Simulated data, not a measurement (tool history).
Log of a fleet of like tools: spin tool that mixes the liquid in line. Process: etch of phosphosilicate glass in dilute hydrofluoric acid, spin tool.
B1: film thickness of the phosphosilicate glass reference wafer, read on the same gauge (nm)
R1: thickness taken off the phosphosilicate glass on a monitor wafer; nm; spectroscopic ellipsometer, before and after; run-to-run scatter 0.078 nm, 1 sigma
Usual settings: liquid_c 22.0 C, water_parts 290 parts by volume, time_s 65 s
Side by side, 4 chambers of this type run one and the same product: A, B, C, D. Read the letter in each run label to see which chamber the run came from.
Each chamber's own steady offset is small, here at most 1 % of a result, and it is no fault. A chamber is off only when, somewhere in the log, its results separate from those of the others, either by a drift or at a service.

Run 1A, hour 4.2: usual settings; B1 79.985. Result: R1 24.887 nm.
Run 2C, hour 11.2: usual settings; B1 79.970. Result: R1 24.648 nm.
Run 3D, hour 17.9: usual settings; B1 80.012. Result: R1 24.791 nm.
At hour 23.4: chamber B: hydrofluoric acid flow meter replaced.
Run 4B, hour 24.3: usual settings; B1 80.021. Result: R1 24.587 nm.
Run 5B, hour 28.0: usual settings but liquid_c 17.5 C, water_parts 360 parts by volume; B1 80.023. Result: R1 15.907 nm.
Run 6A, hour 34.4: usual settings but liquid_c 17.5 C, water_parts 360 parts by volume; B1 79.992. Result: R1 16.020 nm.
Run 7D, hour 41.4: usual settings but liquid_c 17.5 C, water_parts 360 parts by volume; B1 79.985. Result: R1 15.937 nm.
Run 8C, hour 45.9: usual settings but liquid_c 17.5 C, water_parts 360 parts by volume; B1 80.017. Result: R1 15.905 nm.
Run 9C, hour 52.6: usual settings; B1 80.014. Result: R1 24.673 nm.
Run 10D, hour 56.7: usual settings but liquid_c 18.0 C; B1 79.985. Result: R1 21.370 nm.
Run 11A, hour 63.2: usual settings but liquid_c 18.0 C; B1 80.015. Result: R1 21.427 nm.
Run 12B, hour 67.7: usual settings but liquid_c 18.0 C; B1 79.982. Result: R1 21.235 nm.
Run 13A, hour 72.3: usual settings but liquid_c 18.0 C; B1 80.001. Result: R1 21.298 nm.
Run 14D, hour 77.7: usual settings; B1 79.993. Result: R1 24.727 nm.
Run 15B, hour 81.8: usual settings; B1 79.987. Result: R1 24.553 nm.
Run 16C, hour 84.9: usual settings; B1 79.995. Result: R1 24.651 nm.
Run 17B, hour 90.3: usual settings; B1 79.996. Result: R1 24.539 nm.
Run 18C, hour 94.0: usual settings but liquid_c 24.0 C, time_s 90 s; B1 80.000. Result: R1 36.731 nm.
Run 19D, hour 99.5: usual settings but liquid_c 24.0 C, time_s 90 s; B1 80.023. Result: R1 36.876 nm.
Run 20A, hour 106.3: usual settings but liquid_c 24.0 C, time_s 90 s; B1 79.979. Result: R1 36.339 nm.
Run 21C, hour 113.1: usual settings but liquid_c 24.0 C, time_s 90 s; B1 79.997. Result: R1 36.743 nm.
Run 22D, hour 117.2: usual settings; B1 80.021. Result: R1 24.814 nm.
Run 23B, hour 121.8: usual settings; B1 80.003. Result: R1 24.586 nm.
Run 24A, hour 127.3: usual settings; B1 79.956. Result: R1 24.258 nm.
Run 25A, hour 132.4: usual settings but water_parts 340 parts by volume; B1 79.985. Result: R1 19.771 nm.
Run 26B, hour 138.5: usual settings but water_parts 340 parts by volume; B1 79.996. Result: R1 19.986 nm.
Run 27D, hour 142.1: usual settings but water_parts 340 parts by volume; B1 80.002. Result: R1 20.196 nm.

Is one chamber out of step, is the gauge drifting, or do the chambers differ by no more than their own small offsets? For an off chamber, give its letter and the likeliest cause.

It is chamber A that slowly wanders off from its peers.
Likeliest cause: liquid colder than its thermometer reads (K) = 0.772.
From this log alone, it may not be told apart from: hydrofluoric acid flow below the setpoint (%).

Below are 4 candidate recipes for chamber A's next run, each the usual settings with a change, their results shown as question marks. Which of them brings A's results back in line with what the other chambers give on the usual settings?
A result is in line if it is within this distance of the other chambers' mean on the usual settings: R1 0.270 nm
Run 28A-1, hour 147.2: usual settings but water_parts 285 parts by volume. Result: R1 ?.
Run 28A-2, hour 147.2: usual settings but water_parts 280 parts by volume. Result: R1 ?.
Run 28A-3, hour 147.2: usual settings but water_parts 300 parts by volume. Result: R1 ?.
Run 28A-4, hour 147.2: usual settings but water_parts 295 parts by volume. Result: R1 ?.

Usual-settings mean across the other chambers: R1 24.711 nm
  run      R1
28A-1  24.689
28A-2  25.239
28A-3  23.152
28A-4  23.646
28A-1 is the one that brings the chamber's results back in line with the other chambers.
